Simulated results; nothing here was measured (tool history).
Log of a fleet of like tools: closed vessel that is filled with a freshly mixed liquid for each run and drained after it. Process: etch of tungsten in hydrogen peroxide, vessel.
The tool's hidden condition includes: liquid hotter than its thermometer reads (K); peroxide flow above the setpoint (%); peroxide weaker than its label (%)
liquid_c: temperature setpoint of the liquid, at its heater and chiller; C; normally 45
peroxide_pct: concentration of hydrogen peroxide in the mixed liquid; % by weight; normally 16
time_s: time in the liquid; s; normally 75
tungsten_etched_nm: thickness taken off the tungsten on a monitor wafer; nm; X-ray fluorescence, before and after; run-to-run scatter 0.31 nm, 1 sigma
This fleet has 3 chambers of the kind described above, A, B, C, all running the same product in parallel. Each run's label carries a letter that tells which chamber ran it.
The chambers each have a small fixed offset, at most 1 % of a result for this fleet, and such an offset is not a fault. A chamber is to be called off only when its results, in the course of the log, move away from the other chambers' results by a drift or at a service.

| run | hour | liquid_c | peroxide_pct | time_s | hours since the thermometer was replaced | hours since the peroxide flow meter was replaced | hours since the drum of peroxide was connected | read-back film thickness of the tungsten reference wafer, read on the same gauge (nm) | tungsten_etched_nm |
|---|---|---|---|---|---|---|---|---|---|
| 1C | 8.7 | 45 | 16 | 75 | 846.3 | 294 | 157.4 | 119.99 | 42.887 |
| 2B | 18.8 | 45 | 16 | 75 | 2330.3 | 1258.8 | 265.8 | 120 | 44.15 |
| 3A | 29.2 | 45 | 16 | 75 | 1006.7 | 361.4 | 611.8 | 120 | 43.65 |
| 4B | 39.4 | 45 | 16 | 75 | 2350.9 | 1279.4 | 286.4 | 120.02 | 44.019 |
| 5C | 51.2 | 45 | 16 | 75 | 888.8 | 336.5 | 199.9 | 120 | 43.867 |
| 6A | 62.4 | 45 | 16 | 75 | 1039.9 | 394.6 | 645 | 120 | 43.405 |
| 7C | 74.9 | 45 | 16 | 75 | 912.5 | 360.2 | 223.6 | 119.98 | 43.915 |
| 8A | 88.1 | 45 | 16 | 75 | 1065.6 | 420.3 | 670.7 | 120.03 | 44.121 |
| 9B | 100.2 | 45 | 16 | 75 | 2411.7 | 1340.2 | 347.2 | 120 | 43.621 |
| 10B | 109.2 | 45 | 16 | 75 | 2420.7 | 1349.2 | 356.2 | 120 | 43.41 |
| 11A | 122.4 | 40 | 20 | 75 | 1099.9 | 454.6 | 705 | 120.01 | 34.855 |
| 12C | 132.5 | 40 | 20 | 75 | 970.1 | 417.8 | 281.2 | 120 | 36.662 |
| 13C | 142.9 | 40 | 20 | 75 | 980.5 | 428.2 | 291.6 | 119.98 | 35.758 |
| 14A | 153.8 | 45 | 18.5 | 105 | 1131.3 | 486 | 736.4 | 120 | 64.784 |
| 15B | 160.4 | 45 | 18.5 | 105 | 2471.9 | 1400.4 | 407.4 | 120.01 | 65.73 |
| 16B | 166.8 | 45 | 18.5 | 105 | 2478.3 | 1406.8 | 413.8 | 119.99 | 66.513 |
| 17C | 176 | 45 | 16 | 75 | 1013.6 | 461.3 | 324.7 | 120 | 45.694 |
| 18A | 185.1 | 53 | 20 | 75 | 1162.6 | 517.3 | 767.7 | 120.01 | 81.509 |
| 19B | 196.5 | 53 | 20 | 75 | 2508 | 1436.5 | 443.5 | 120 | 80.302 |
| 20C | 208.4 | 53 | 20 | 75 | 1046 | 493.7 | 357.1 | 119.99 | 83.725 |
| 21A | 216.6 | 45 | 16 | 75 | 1194.1 | 548.8 | 799.2 | 120.01 | 43.916 |
|  | 218.7 | chamber B: thermometer replaced |
| 22B | 228.4 | 45 | 16 | 75 | 9.8 | 1468.4 | 475.4 | 119.99 | 43.902 |
|  | 238.8 | chamber A: thermometer replaced |
| 23A | 238.9 | 45 | 16 | 75 | 0.1 | 571.1 | 821.5 | 120.02 | 44.447 |
| 24C | 248.4 | 45 | 16 | 75 | 1086 | 533.7 | 397.1 | 120 | 46.37 |
| 25A | 261.6 | 45 | 16 | 75 | 22.8 | 593.8 | 844.2 | 120 | 43.815 |

Which is it: a chamber that has drifted or been left off by a service, a gauge drift common to all chambers, or only each chamber's usual small offset? If a chamber is off, name it and its likeliest cause.

Chamber C drifts away from the others.
Likeliest cause: liquid hotter than its thermometer reads (K) = 1.2.

Below are 4 candidate recipes for chamber C's next run, each the usual settings with a change, their results shown as question marks. Which of them brings C's results back in line with what the other chambers give on the usual settings?
A result is in line if it is within this distance of the other chambers' mean on the usual settings: tungsten_etched_nm 1.1 nm
| 26C-1 | 271.3 | 45 | 16 | 80 |  |  |  |  | ? |
| 26C-2 | 271.3 | 43 | 16 | 75 |  |  |  |  | ? |
| 26C-3 | 271.3 | 45 | 16 | 70 |  |  |  |  | ? |
| 26C-4 | 271.3 | 47 | 16 | 75 |  |  |  |  | ? |

Mean of the other chambers on the usual settings: tungsten_etched_nm 43.689 nm
| run | tungsten_etched_nm |
|---|---|
| 26C-1 | 49.799 |
| 26C-2 | 41.135 |
| 26C-3 | 43.574 |
| 26C-4 | 52.903 |
Change 26C-3 lands the chamber within the allowed miss of the other chambers.
